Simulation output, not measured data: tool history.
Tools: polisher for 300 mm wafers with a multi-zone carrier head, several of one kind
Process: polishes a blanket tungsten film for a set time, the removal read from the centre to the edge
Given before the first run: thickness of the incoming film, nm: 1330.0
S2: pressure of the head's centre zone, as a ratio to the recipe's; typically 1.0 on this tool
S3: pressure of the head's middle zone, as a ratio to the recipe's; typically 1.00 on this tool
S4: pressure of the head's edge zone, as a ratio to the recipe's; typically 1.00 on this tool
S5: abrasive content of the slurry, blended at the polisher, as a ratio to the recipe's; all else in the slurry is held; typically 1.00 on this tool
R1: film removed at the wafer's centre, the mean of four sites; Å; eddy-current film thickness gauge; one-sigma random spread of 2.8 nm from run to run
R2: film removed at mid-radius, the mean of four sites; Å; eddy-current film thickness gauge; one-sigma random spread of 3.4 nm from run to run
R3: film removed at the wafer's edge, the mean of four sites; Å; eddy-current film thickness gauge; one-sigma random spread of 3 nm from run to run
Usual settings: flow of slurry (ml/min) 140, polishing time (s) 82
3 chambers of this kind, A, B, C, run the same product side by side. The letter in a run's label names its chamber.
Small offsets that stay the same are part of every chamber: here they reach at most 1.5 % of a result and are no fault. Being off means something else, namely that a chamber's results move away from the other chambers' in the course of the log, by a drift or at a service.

Run 1C, hour 3.4: usual settings. Result: R1 2479.7 Å, R2 2461.5 Å, R3 2494.8 Å.
Run 2B, hour 6.1: usual settings. Result: R1 2446.7 Å, R2 2482.5 Å, R3 2433.1 Å.
Run 3A, hour 8.5: usual settings. Result: R1 2495.8 Å, R2 2534.7 Å, R3 2447.8 Å.
Run 4B, hour 12.9: usual settings. Result: R1 2445.8 Å, R2 2442.3 Å, R3 2454.1 Å.
Run 5C, hour 15.9: usual settings but flow of slurry (ml/min) 90, S3 1.05. Result: R1 2138.8 Å, R2 2294.6 Å, R3 2269.9 Å.
At hour 20.0: chamber C: worn pad replaced by a new one.
Run 6A, hour 20.8: usual settings but flow of slurry (ml/min) 90, S3 1.05. Result: R1 2176.5 Å, R2 2320.3 Å, R3 2289.6 Å.
Run 7A, hour 25.4: usual settings but flow of slurry (ml/min) 90, S3 1.05. Result: R1 2221.2 Å, R2 2365.6 Å, R3 2244.4 Å.
Run 8C, hour 29.8: usual settings. Result: R1 2473.5 Å, R2 2467.5 Å, R3 2465.2 Å.
Run 9B, hour 32.5: usual settings. Result: R1 2470.3 Å, R2 2530.3 Å, R3 2465.4 Å.
At hour 34.1: chamber B: worn pad replaced by a new one.
Run 10C, hour 36.5: usual settings. Result: R1 2486.0 Å, R2 2434.9 Å, R3 2505.3 Å.
Run 11B, hour 39.3: usual settings. Result: R1 2434.9 Å, R2 2491.6 Å, R3 2500.9 Å.
Run 12A, hour 43.4: usual settings but S2 1.1, S4 1.07. Result: R1 2701.0 Å, R2 2520.3 Å, R3 2459.1 Å.
Run 13B, hour 46.3: usual settings but S2 1.1, S4 1.07. Result: R1 2667.6 Å, R2 2455.3 Å, R3 2553.4 Å.
Run 14C, hour 50.2: usual settings but S2 1.1, S4 1.07. Result: R1 2710.1 Å, R2 2492.9 Å, R3 2529.3 Å.
Run 15A, hour 52.7: usual settings. Result: R1 2465.3 Å, R2 2438.7 Å, R3 2462.7 Å.
At hour 53.0: chamber A: centre zone pressure recalibrated.
Run 16A, hour 57.5: usual settings. Result: R1 2426.1 Å, R2 2459.3 Å, R3 2432.1 Å.
Run 17C, hour 59.7: usual settings. Result: R1 2461.6 Å, R2 2448.8 Å, R3 2420.4 Å.
Run 18B, hour 62.4: usual settings. Result: R1 2482.4 Å, R2 2440.9 Å, R3 2429.6 Å.
At hour 65.1: chamber C: slurry nozzle cleaned.
At hour 65.8: chamber A: worn pad replaced by a new one.
Run 19C, hour 66.4: usual settings. Result: R1 2499.7 Å, R2 2509.1 Å, R3 2540.4 Å.
Run 20A, hour 71.1: usual settings. Result: R1 2364.4 Å, R2 2456.0 Å, R3 2458.3 Å.
Run 21B, hour 74.3: usual settings. Result: R1 2465.1 Å, R2 2436.3 Å, R3 2473.7 Å.
Run 22B, hour 79.1: usual settings but S3 1.04, S5 1.15. Result: R1 2573.5 Å, R2 2734.2 Å, R3 2564.6 Å.
Run 23C, hour 83.9: usual settings but S3 1.04, S5 1.15. Result: R1 2530.5 Å, R2 2679.4 Å, R3 2615.9 Å.
Run 24A, hour 87.2: usual settings but S3 1.04, S5 1.15. Result: R1 2488.5 Å, R2 2559.5 Å, R3 2478.6 Å.
Run 25C, hour 92.2: usual settings but flow of slurry (ml/min) 170, polishing time (s) 97. Result: R1 3070.4 Å, R2 3019.0 Å, R3 3031.7 Å.
Run 26B, hour 96.4: usual settings but flow of slurry (ml/min) 170, polishing time (s) 97. Result: R1 2984.2 Å, R2 3046.6 Å, R3 2967.6 Å.
Run 27A, hour 99.7: usual settings but flow of slurry (ml/min) 170, polishing time (s) 97. Result: R1 2935.2 Å, R2 2933.9 Å, R3 2932.5 Å.
Run 28C, hour 103.4: usual settings. Result: R1 2486.5 Å, R2 2558.7 Å, R3 2467.2 Å.
Run 29A, hour 105.6: usual settings. Result: R1 2362.0 Å, R2 2379.1 Å, R3 2339.2 Å.
Run 30B, hour 109.3: usual settings but S3 0.94. Result: R1 2408.9 Å, R2 2376.1 Å, R3 2420.4 Å.
Run 31C, hour 113.1: usual settings but S3 0.94. Result: R1 2476.1 Å, R2 2336.3 Å, R3 2462.1 Å.
At hour 114.0: chamber C: worn pad replaced by a new one.
Run 32A, hour 116.4: usual settings but S3 0.94. Result: R1 2314.6 Å, R2 2144.2 Å, R3 2356.5 Å.
Run 33B, hour 120.0: usual settings. Result: R1 2428.4 Å, R2 2494.9 Å, R3 2443.0 Å.
Run 34B, hour 125.0: usual settings. Result: R1 2470.1 Å, R2 2479.3 Å, R3 2469.1 Å.
Run 35A, hour 129.2: usual settings. Result: R1 2283.3 Å, R2 2325.3 Å, R3 2365.2 Å.
Run 36C, hour 132.5: usual settings but S5 1.15. Result: R1 2547.3 Å, R2 2541.4 Å, R3 2593.5 Å.
Run 37C, hour 137.0: usual settings but S5 1.15. Result: R1 2569.7 Å, R2 2521.8 Å, R3 2534.9 Å.
Run 38A, hour 139.8: usual settings but S5 1.15. Result: R1 2291.9 Å, R2 2374.3 Å, R3 2412.2 Å.
Run 39B, hour 143.1: usual settings. Result: R1 2434.0 Å, R2 2479.7 Å, R3 2449.8 Å.

The same settings go to every chamber for the next run, one line per chamber below. Forecast the results for each:
Run 40A, hour 146.8: usual settings but S3 0.90. Result: R1 ?, R2 ?, R3 ?.
Run 40B, hour 146.8: usual settings but S3 0.90. Result: R1 ?, R2 ?, R3 ?.
Run 40C, hour 146.8: usual settings but S3 0.90. Result: R1 ?, R2 ?, R3 ?.

run      R1      R2      R3
40A  2252.3  2049.9  2336.5
40B  2486.8  2197.1  2504.7
40C  2514.2  2266.5  2415.2

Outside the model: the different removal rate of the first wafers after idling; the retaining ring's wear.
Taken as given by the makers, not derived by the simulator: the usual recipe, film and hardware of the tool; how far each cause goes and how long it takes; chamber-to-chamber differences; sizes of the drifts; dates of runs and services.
